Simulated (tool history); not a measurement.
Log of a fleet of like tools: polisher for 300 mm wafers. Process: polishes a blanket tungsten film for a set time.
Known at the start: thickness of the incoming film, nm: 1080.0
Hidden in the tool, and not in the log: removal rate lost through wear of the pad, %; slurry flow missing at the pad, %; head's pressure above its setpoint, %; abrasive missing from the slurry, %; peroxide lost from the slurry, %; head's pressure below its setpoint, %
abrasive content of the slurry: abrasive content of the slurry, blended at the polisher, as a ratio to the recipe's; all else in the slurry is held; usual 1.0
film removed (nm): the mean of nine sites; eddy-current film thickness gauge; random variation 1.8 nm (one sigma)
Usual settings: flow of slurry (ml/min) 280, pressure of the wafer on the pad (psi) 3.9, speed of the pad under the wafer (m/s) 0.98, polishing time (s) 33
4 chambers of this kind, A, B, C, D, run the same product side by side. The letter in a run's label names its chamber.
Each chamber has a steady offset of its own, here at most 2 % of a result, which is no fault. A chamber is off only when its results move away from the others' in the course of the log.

run,hour,flow of slurry (ml/min),pressure of the wafer on the pad (psi),speed of the pad under the wafer (m/s),abrasive content of the slurry,polishing time (s),wafers polished on this pad,hours since the slurry nozzle was cleaned,hours since the head pressure was calibrated,hours since the slurry blender was calibrated,hours since the slurry got fresh peroxide,film removed (nm)
# hour 0.6: chamber B: slurry blender recalibrated
1D,2.0,280,3.9,0.98,1.0,33,441,70.6,75.4,161.3,123.5,171.14
# hour 2.6: chamber A: worn pad replaced by a new one
2C,3.9,280,3.9,0.98,1.0,33,1124,166.9,412.9,269.1,96.2,171.26
# hour 5.4: chamber C: worn pad replaced by a new one
3A,7.5,280,3.9,0.98,1.0,33,48,89.2,531.3,258.3,52.3,165.56
4B,9.7,280,3.9,0.98,1.0,33,620,194.2,634.7,9.2,109.7,172.83
5A,12.1,280,3.9,0.98,1.0,33,92,93.8,535.9,262.9,56.9,167.68
6D,16.0,280,3.9,0.98,1.0,33,576,84.6,89.4,175.3,137.5,172.29
7B,18.0,280,3.9,0.98,1.0,33,700,202.5,643.0,17.5,118.0,173.46
8C,19.9,280,3.9,0.98,1.0,33,140,182.9,428.9,285.1,112.2,165.60
9B,21.8,280,3.9,0.98,1.0,33,737,206.3,646.8,21.3,121.8,171.94
10C,23.9,280,3.9,0.98,1.0,33,179,186.9,432.9,289.1,116.2,170.17
11A,28.1,280,3.9,0.98,1.0,33,246,109.8,551.9,278.9,72.9,167.52
12D,32.1,280,3.9,0.98,1.0,33,731,100.7,105.5,191.4,153.6,173.66
# hour 34.2: chamber D: slurry tank refilled with fresh slurry and peroxide
13D,35.1,280,3.9,0.98,1.0,33,760,103.7,108.5,194.4,1.0,173.67
14C,37.5,280,3.3,0.98,1.0,38,310,200.5,446.5,302.7,129.8,162.66
15B,40.3,280,3.3,0.98,1.0,38,915,224.8,665.3,39.8,140.3,167.76
16A,44.0,280,3.3,0.98,1.0,38,400,125.7,567.8,294.8,88.8,162.37
17C,48.1,280,3.3,0.98,1.0,38,412,211.1,457.1,313.3,140.4,161.61
18D,51.8,280,3.9,0.98,1.0,33,921,120.4,125.2,211.1,17.7,172.00
19A,54.8,280,3.9,0.98,1.0,33,504,136.5,578.6,305.6,99.6,170.33
# hour 58.0: chamber D: worn pad replaced by a new one
20B,58.4,280,3.9,0.98,1.0,33,1090,242.9,683.4,57.9,158.4,171.30
# hour 62.8: chamber C: slurry blender recalibrated
21B,62.8,280,3.9,0.98,1.0,33,1132,247.3,687.8,62.3,162.8,170.54
# hour 63.5: chamber C: slurry tank refilled with fresh slurry and peroxide
22D,65.3,280,3.9,0.98,1.0,33,71,133.9,138.7,224.6,31.2,176.76
# hour 66.9: chamber B: worn pad replaced by a new one
23A,68.3,280,3.9,0.98,1.0,33,634,150.0,592.1,319.1,113.1,166.54
24C,71.5,280,3.9,0.98,1.0,33,638,234.5,480.5,8.7,8.0,169.02
25C,73.5,280,3.9,0.84,0.8,33,657,236.5,482.5,10.7,10.0,135.15
# hour 76.8: chamber A: worn pad replaced by a new one
26A,77.8,280,3.9,0.84,0.8,33,10,159.5,601.6,328.6,122.6,135.76
27B,80.7,280,3.9,0.84,0.8,33,133,265.2,705.7,80.2,180.7,135.34
28D,83.0,280,3.9,0.84,0.8,33,241,151.6,156.4,242.3,48.9,141.06
# hour 84.6: chamber B: slurry tank refilled with fresh slurry and peroxide
29C,87.1,280,3.9,0.98,1.0,33,789,250.1,496.1,24.3,23.6,169.46
30D,91.2,280,2.8,0.98,1.0,33,320,159.8,164.6,250.5,57.1,126.08
31A,93.7,280,2.8,0.98,1.0,33,163,175.4,617.5,344.5,138.5,121.07
# hour 95.2: chamber C: slurry nozzle cleaned
32B,97.1,280,2.8,0.98,1.0,33,291,281.6,722.1,96.6,12.5,122.86
33B,99.6,280,2.8,0.98,1.0,33,315,284.1,724.6,99.1,15.0,120.98
# hour 101.4: chamber B: head pressure recalibrated
34A,103.4,280,3.9,0.98,1.0,33,257,185.1,627.2,354.2,148.2,165.16
35C,105.8,280,3.9,0.98,1.0,33,969,10.6,514.8,43.0,42.3,168.91
36D,108.0,280,4.7,1.12,1.0,33,483,176.6,181.4,267.3,73.9,237.13
37B,111.0,280,4.7,1.12,1.0,33,425,295.5,9.6,110.5,26.4,235.36
38C,114.7,280,4.7,1.12,1.0,33,1055,19.5,523.7,51.9,51.2,235.76

Is one chamber off against the others, does the gauge drift, or is nothing wrong? If a chamber is off, say which, and what the likeliest cause is.

No chamber stands off beyond its own small offset, and the gauge holds steady.
